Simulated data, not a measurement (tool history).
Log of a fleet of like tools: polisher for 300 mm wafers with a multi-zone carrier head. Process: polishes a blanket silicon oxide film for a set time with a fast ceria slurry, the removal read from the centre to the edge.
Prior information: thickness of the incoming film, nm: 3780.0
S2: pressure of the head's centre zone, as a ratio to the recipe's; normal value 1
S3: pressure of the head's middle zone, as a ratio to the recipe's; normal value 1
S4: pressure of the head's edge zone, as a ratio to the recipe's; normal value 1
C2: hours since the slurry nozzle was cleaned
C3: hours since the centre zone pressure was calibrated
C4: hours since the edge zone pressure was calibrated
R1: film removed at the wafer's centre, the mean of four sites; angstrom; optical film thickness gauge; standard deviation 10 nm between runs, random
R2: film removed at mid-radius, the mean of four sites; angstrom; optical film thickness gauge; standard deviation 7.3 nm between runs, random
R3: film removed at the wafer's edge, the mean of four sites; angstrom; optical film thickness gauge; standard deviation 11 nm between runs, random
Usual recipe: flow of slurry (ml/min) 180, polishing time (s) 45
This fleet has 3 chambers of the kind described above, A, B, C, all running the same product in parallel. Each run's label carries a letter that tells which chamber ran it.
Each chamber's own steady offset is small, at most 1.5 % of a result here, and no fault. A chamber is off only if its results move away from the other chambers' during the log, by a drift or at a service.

{"run": "1C", "day": 0.404, "flow of slurry (ml/min)": 180, "S2": 1, "S3": 1, "S4": 1, "polishing time (s)": 45, "wafers polished on this pad": 615, "C2": 465, "C3": 235.6, "C4": 837.9, "R1": 7382.7, "R2": 7434.4, "R3": 7476.3}
{"day": 0.504, "done": "chamber C: worn pad replaced by a new one"}
{"run": "2A", "day": 0.912, "flow of slurry (ml/min)": 180, "S2": 1, "S3": 1, "S4": 1, "polishing time (s)": 45, "wafers polished on this pad": 894, "C2": 307.8, "C3": 163.1, "C4": 488.4, "R1": 7697.2, "R2": 7591.5, "R3": 7351}
{"run": "3B", "day": 1.562, "flow of slurry (ml/min)": 180, "S2": 1, "S3": 1, "S4": 1, "polishing time (s)": 45, "wafers polished on this pad": 435, "C2": 599.1, "C3": 217.7, "C4": 509.9, "R1": 7554.1, "R2": 7448.9, "R3": 7478.3}
{"run": "4B", "day": 2.05, "flow of slurry (ml/min)": 180, "S2": 1, "S3": 1, "S4": 1, "polishing time (s)": 45, "wafers polished on this pad": 551, "C2": 610.8, "C3": 229.4, "C4": 521.6, "R1": 7618.8, "R2": 7565.7, "R3": 7479.1}
{"run": "5C", "day": 2.654, "flow of slurry (ml/min)": 180, "S2": 1, "S3": 1, "S4": 1, "polishing time (s)": 45, "wafers polished on this pad": 511, "C2": 519, "C3": 289.6, "C4": 891.9, "R1": 7527.4, "R2": 7556.3, "R3": 7326.2}
{"day": 2.817, "done": "chamber A: worn pad replaced by a new one"}
{"day": 2.942, "done": "chamber B: edge zone pressure recalibrated"}
{"day": 3.025, "done": "chamber A: edge zone pressure recalibrated"}
{"day": 3.183, "done": "chamber C: edge zone pressure recalibrated"}
{"run": "6A", "day": 3.238, "flow of slurry (ml/min)": 180, "S2": 1, "S3": 1, "S4": 1, "polishing time (s)": 45, "wafers polished on this pad": 100, "C2": 363.6, "C3": 218.9, "C4": 5.1, "R1": 7680, "R2": 7532.9, "R3": 7308}
{"day": 3.321, "done": "chamber C: worn pad replaced by a new one"}
{"day": 3.65, "done": "chamber B: worn pad replaced by a new one"}
{"run": "7A", "day": 3.904, "flow of slurry (ml/min)": 180, "S2": 1, "S3": 1, "S4": 1, "polishing time (s)": 45, "wafers polished on this pad": 259, "C2": 379.6, "C3": 234.9, "C4": 21.1, "R1": 7368.9, "R2": 7393, "R3": 7430.3}
{"day": 4.225, "done": "chamber C: centre zone pressure recalibrated"}
{"run": "8C", "day": 4.233, "flow of slurry (ml/min)": 180, "S2": 1, "S3": 1, "S4": 1, "polishing time (s)": 45, "wafers polished on this pad": 217, "C2": 556.9, "C3": 0.2, "C4": 25.2, "R1": 6976.9, "R2": 7460.1, "R3": 7540.5}
{"run": "9B", "day": 4.871, "flow of slurry (ml/min)": 180, "S2": 1, "S3": 1, "S4": 1, "polishing time (s)": 45, "wafers polished on this pad": 291, "C2": 678.5, "C3": 297.1, "C4": 46.3, "R1": 7521.9, "R2": 7573.2, "R3": 7321.1}
{"day": 5.083, "done": "chamber B: slurry nozzle cleaned"}
{"run": "10B", "day": 5.4, "flow of slurry (ml/min)": 180, "S2": 1, "S3": 1, "S4": 1, "polishing time (s)": 45, "wafers polished on this pad": 417, "C2": 7.6, "C3": 309.8, "C4": 59, "R1": 7422.2, "R2": 7526.7, "R3": 7318.5}
{"day": 5.867, "done": "chamber C: worn pad replaced by a new one"}
{"run": "11A", "day": 5.962, "flow of slurry (ml/min)": 180, "S2": 1, "S3": 1, "S4": 0.91, "polishing time (s)": 32, "wafers polished on this pad": 749, "C2": 429, "C3": 284.3, "C4": 70.5, "R1": 5286.3, "R2": 5259.2, "R3": 4947}
{"run": "12C", "day": 6.55, "flow of slurry (ml/min)": 180, "S2": 1, "S3": 1, "S4": 0.91, "polishing time (s)": 32, "wafers polished on this pad": 163, "C2": 612.5, "C3": 55.8, "C4": 80.8, "R1": 4959.4, "R2": 5385.6, "R3": 5060.2}
{"run": "13C", "day": 7.212, "flow of slurry (ml/min)": 180, "S2": 1, "S3": 1, "S4": 0.91, "polishing time (s)": 32, "wafers polished on this pad": 320, "C2": 628.4, "C3": 71.7, "C4": 96.7, "R1": 4927.8, "R2": 5293, "R3": 4967.2}
{"run": "14A", "day": 7.5, "flow of slurry (ml/min)": 180, "S2": 1, "S3": 1, "S4": 1, "polishing time (s)": 45, "wafers polished on this pad": 1114, "C2": 465.9, "C3": 321.2, "C4": 107.4, "R1": 7408.7, "R2": 7435.5, "R3": 7483}
{"run": "15B", "day": 7.796, "flow of slurry (ml/min)": 180, "S2": 1, "S3": 1, "S4": 1, "polishing time (s)": 45, "wafers polished on this pad": 986, "C2": 65.1, "C3": 367.3, "C4": 116.5, "R1": 7630.8, "R2": 7344.7, "R3": 7559.1}
{"day": 7.875, "done": "chamber A: worn pad replaced by a new one"}
{"day": 8.317, "done": "chamber B: worn pad replaced by a new one"}
{"run": "16B", "day": 8.429, "flow of slurry (ml/min)": 180, "S2": 1, "S3": 1, "S4": 1, "polishing time (s)": 45, "wafers polished on this pad": 27, "C2": 80.3, "C3": 382.5, "C4": 131.7, "R1": 7634.4, "R2": 7627.9, "R3": 7381.7}
{"day": 8.838, "done": "chamber C: worn pad replaced by a new one"}
{"run": "17C", "day": 9.079, "flow of slurry (ml/min)": 180, "S2": 1, "S3": 1, "S4": 1, "polishing time (s)": 45, "wafers polished on this pad": 58, "C2": 673.2, "C3": 116.5, "C4": 141.5, "R1": 6875.7, "R2": 7595.5, "R3": 7470.4}
{"run": "18A", "day": 9.642, "flow of slurry (ml/min)": 180, "S2": 1, "S3": 1, "S4": 1, "polishing time (s)": 45, "wafers polished on this pad": 420, "C2": 517.3, "C3": 372.6, "C4": 158.8, "R1": 7496.7, "R2": 7535.5, "R3": 7551.1}
{"run": "19B", "day": 10.275, "flow of slurry (ml/min)": 180, "S2": 1, "S3": 1, "S4": 1, "polishing time (s)": 45, "wafers polished on this pad": 466, "C2": 124.6, "C3": 426.8, "C4": 176, "R1": 7553.6, "R2": 7524.8, "R3": 7374.9}
{"run": "20A", "day": 10.671, "flow of slurry (ml/min)": 180, "S2": 1, "S3": 1, "S4": 1, "polishing time (s)": 45, "wafers polished on this pad": 665, "C2": 542, "C3": 397.3, "C4": 183.5, "R1": 7601, "R2": 7512.9, "R3": 7325.9}
{"run": "21C", "day": 11.121, "flow of slurry (ml/min)": 180, "S2": 1, "S3": 1, "S4": 1, "polishing time (s)": 45, "wafers polished on this pad": 543, "C2": 722.2, "C3": 165.5, "C4": 190.5, "R1": 6982.5, "R2": 7400.2, "R3": 7470.9}
{"run": "22C", "day": 11.608, "flow of slurry (ml/min)": 180, "S2": 1, "S3": 1, "S4": 1, "polishing time (s)": 45, "wafers polished on this pad": 659, "C2": 733.9, "C3": 177.2, "C4": 202.2, "R1": 7051.2, "R2": 7409.6, "R3": 7762.6}
{"run": "23A", "day": 12.025, "flow of slurry (ml/min)": 180, "S2": 1, "S3": 1, "S4": 1, "polishing time (s)": 45, "wafers polished on this pad": 987, "C2": 574.5, "C3": 429.8, "C4": 216, "R1": 7500.4, "R2": 7587.6, "R3": 7560.4}

All chambers now run identical settings, listed one chamber a line with results as question marks. What results will each chamber show?
{"run": "24A", "day": 12.504, "flow of slurry (ml/min)": 180, "S2": 1, "S3": 1, "S4": 1, "polishing time (s)": 32, "R1": "?", "R2": "?", "R3": "?"}
{"run": "24B", "day": 12.504, "flow of slurry (ml/min)": 180, "S2": 1, "S3": 1, "S4": 1, "polishing time (s)": 32, "R1": "?", "R2": "?", "R3": "?"}
{"run": "24C", "day": 12.504, "flow of slurry (ml/min)": 180, "S2": 1, "S3": 1, "S4": 1, "polishing time (s)": 32, "R1": "?", "R2": "?", "R3": "?"}

run=24A R1=5397.4 R2=5376.8 R3=5457.2
run=24B R1=5251.7 R2=5283.7 R3=5308.4
run=24C R1=4883.4 R2=5257.6 R3=5345.1

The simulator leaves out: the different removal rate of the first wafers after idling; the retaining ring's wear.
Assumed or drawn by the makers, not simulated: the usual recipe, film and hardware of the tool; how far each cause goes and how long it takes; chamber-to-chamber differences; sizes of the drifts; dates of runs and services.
